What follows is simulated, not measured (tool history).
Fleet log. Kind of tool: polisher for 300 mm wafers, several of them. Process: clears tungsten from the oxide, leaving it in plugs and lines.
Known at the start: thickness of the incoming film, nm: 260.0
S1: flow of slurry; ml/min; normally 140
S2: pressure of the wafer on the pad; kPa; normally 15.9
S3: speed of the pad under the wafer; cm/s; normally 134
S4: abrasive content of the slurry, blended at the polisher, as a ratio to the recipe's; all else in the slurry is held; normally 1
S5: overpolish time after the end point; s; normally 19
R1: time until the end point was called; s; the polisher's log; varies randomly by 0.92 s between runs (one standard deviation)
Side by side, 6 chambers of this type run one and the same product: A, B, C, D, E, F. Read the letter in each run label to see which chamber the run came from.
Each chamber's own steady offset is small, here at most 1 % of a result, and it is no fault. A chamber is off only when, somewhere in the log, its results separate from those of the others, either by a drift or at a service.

| run | hour | S1 | S2 | S3 | S4 | S5 | R1 |
|---|---|---|---|---|---|---|---|
| 1F | 3.3 | 140 | 15.9 | 134 | 1 | 19 | 70.310 |
| 2D | 6.6 | 140 | 15.9 | 134 | 1 | 19 | 70.288 |
| 3C | 8.6 | 140 | 15.9 | 134 | 1 | 19 | 70.533 |
| 4E | 11.9 | 140 | 15.9 | 134 | 1 | 19 | 69.738 |
| 5A | 15.4 | 140 | 13.1 | 134 | 1 | 19 | 84.888 |
|  | 16.1 | chamber B: slurry tank refilled with fresh slurry and peroxide |
|  | 17.3 | chamber E: worn pad replaced by a new one |
| 6B | 18.5 | 140 | 13.1 | 134 | 1 | 19 | 85.878 |
| 7C | 20.9 | 140 | 13.1 | 134 | 1 | 19 | 83.540 |
|  | 22.3 | chamber E: slurry blender recalibrated |
| 8B | 24.2 | 140 | 13.1 | 134 | 1 | 19 | 84.479 |
|  | 24.3 | chamber F: slurry blender recalibrated |
| 9E | 26.5 | 140 | 13.1 | 134 | 1 | 19 | 84.601 |
|  | 27.6 | chamber F: slurry tank refilled with fresh slurry and peroxide |
| 10A | 28.9 | 140 | 13.1 | 134 | 1 | 19 | 87.324 |
| 11D | 32.9 | 140 | 18.6 | 134 | 1 | 19 | 60.311 |
|  | 35.9 | chamber F: worn pad replaced by a new one |
| 12F | 36.8 | 140 | 18.6 | 134 | 1 | 19 | 61.671 |
|  | 37.1 | chamber C: worn pad replaced by a new one |
| 13A | 40.2 | 140 | 18.6 | 134 | 1 | 19 | 60.268 |
|  | 43.7 | chamber E: slurry tank refilled with fresh slurry and peroxide |
| 14B | 43.8 | 140 | 18.6 | 134 | 1 | 19 | 60.557 |
|  | 45.6 | chamber A: worn pad replaced by a new one |
| 15C | 47.1 | 140 | 18.6 | 134 | 1 | 19 | 59.442 |
| 16D | 50.2 | 140 | 18.6 | 134 | 1 | 19 | 62.905 |
|  | 51.0 | chamber B: worn pad replaced by a new one |
| 17F | 53.1 | 140 | 15.9 | 134 | 1 | 19 | 71.052 |
| 18E | 57.0 | 140 | 15.9 | 134 | 1 | 19 | 71.058 |
| 19F | 60.6 | 140 | 15.9 | 134 | 1 | 19 | 69.745 |
| 20B | 63.8 | 120 | 15.9 | 134 | 1 | 28 | 73.956 |
| 21D | 65.9 | 120 | 15.9 | 134 | 1 | 28 | 75.844 |
| 22E | 69.2 | 120 | 15.9 | 134 | 1 | 28 | 73.701 |
|  | 70.6 | chamber A: slurry tank refilled with fresh slurry and peroxide |
|  | 72.3 | chamber E: slurry nozzle cleaned |
| 23A | 72.4 | 120 | 15.9 | 134 | 1 | 28 | 73.296 |
| 24C | 74.8 | 120 | 15.9 | 134 | 1 | 28 | 71.716 |
|  | 75.9 | chamber A: slurry nozzle cleaned |
| 25A | 78.4 | 120 | 15.9 | 134 | 1 | 28 | 72.282 |
| 26C | 82.8 | 140 | 15.9 | 134 | 1 | 19 | 69.833 |
| 27E | 85.0 | 140 | 19.3 | 134 | 1 | 19 | 56.956 |
|  | 86.3 | chamber D: slurry tank refilled with fresh slurry and peroxide |
| 28D | 87.2 | 140 | 19.3 | 134 | 1 | 19 | 62.562 |
|  | 88.9 | chamber F: worn pad replaced by a new one |
| 29F | 91.0 | 140 | 19.3 | 134 | 1 | 19 | 57.381 |
| 30B | 93.2 | 140 | 19.3 | 134 | 1 | 19 | 56.517 |
| 31B | 97.6 | 140 | 19.3 | 134 | 1 | 19 | 57.710 |
| 32D | 102.1 | 140 | 19.3 | 134 | 1 | 19 | 63.611 |
| 33C | 104.5 | 140 | 15.9 | 134 | 1 | 19 | 70.358 |
| 34E | 108.4 | 140 | 15.9 | 134 | 1 | 19 | 70.773 |
|  | 108.7 | chamber C: slurry tank refilled with fresh slurry and peroxide |
| 35A | 111.2 | 140 | 15.9 | 134 | 1 | 19 | 70.674 |
| 36F | 114.9 | 140 | 15.9 | 176 | 1 | 19 | 54.711 |
| 37C | 119.3 | 140 | 15.9 | 176 | 1 | 19 | 54.073 |

Is one chamber off against the others, does the gauge drift, or is nothing wrong? If a chamber is off, say which, and what the likeliest cause is.

Chamber D drifts away from the others.
Most likely cause: removal rate lost through wear of the pad, % = 10.3.
Not necessarily distinguishable in this log from: slurry flow missing at the pad, %; head's pressure below its setpoint, %; abrasive missing from the slurry, %.

Here are 4 candidates for chamber D's next run, each the usual settings with a change, their results left as question marks. Which one brings its results back in line with what the others give on the usual settings?
A result is in line if it is within this distance of the other chambers' mean on the usual settings: R1 3.200 s
| 38D-1 | 122.6 | 140 | 16.5 | 140 | 1.00 | 19 | ? |
| 38D-2 | 122.6 | 140 | 15.9 | 134 | 0.60 | 19 | ? |
| 38D-3 | 122.6 | 140 | 14.5 | 122 | 1.00 | 19 | ? |
| 38D-4 | 122.6 | 145 | 15.9 | 156 | 1.05 | 19 | ? |

Mean of the other chambers on the usual settings: R1 70.789 s
| run | R1 |
|---|---|
| 38D-1 | 72.449 |
| 38D-2 | 88.733 |
| 38D-3 | 95.394 |
| 38D-4 | 66.590 |
The right change is 38D-1: it brings the chamber back within the allowed miss of the others.
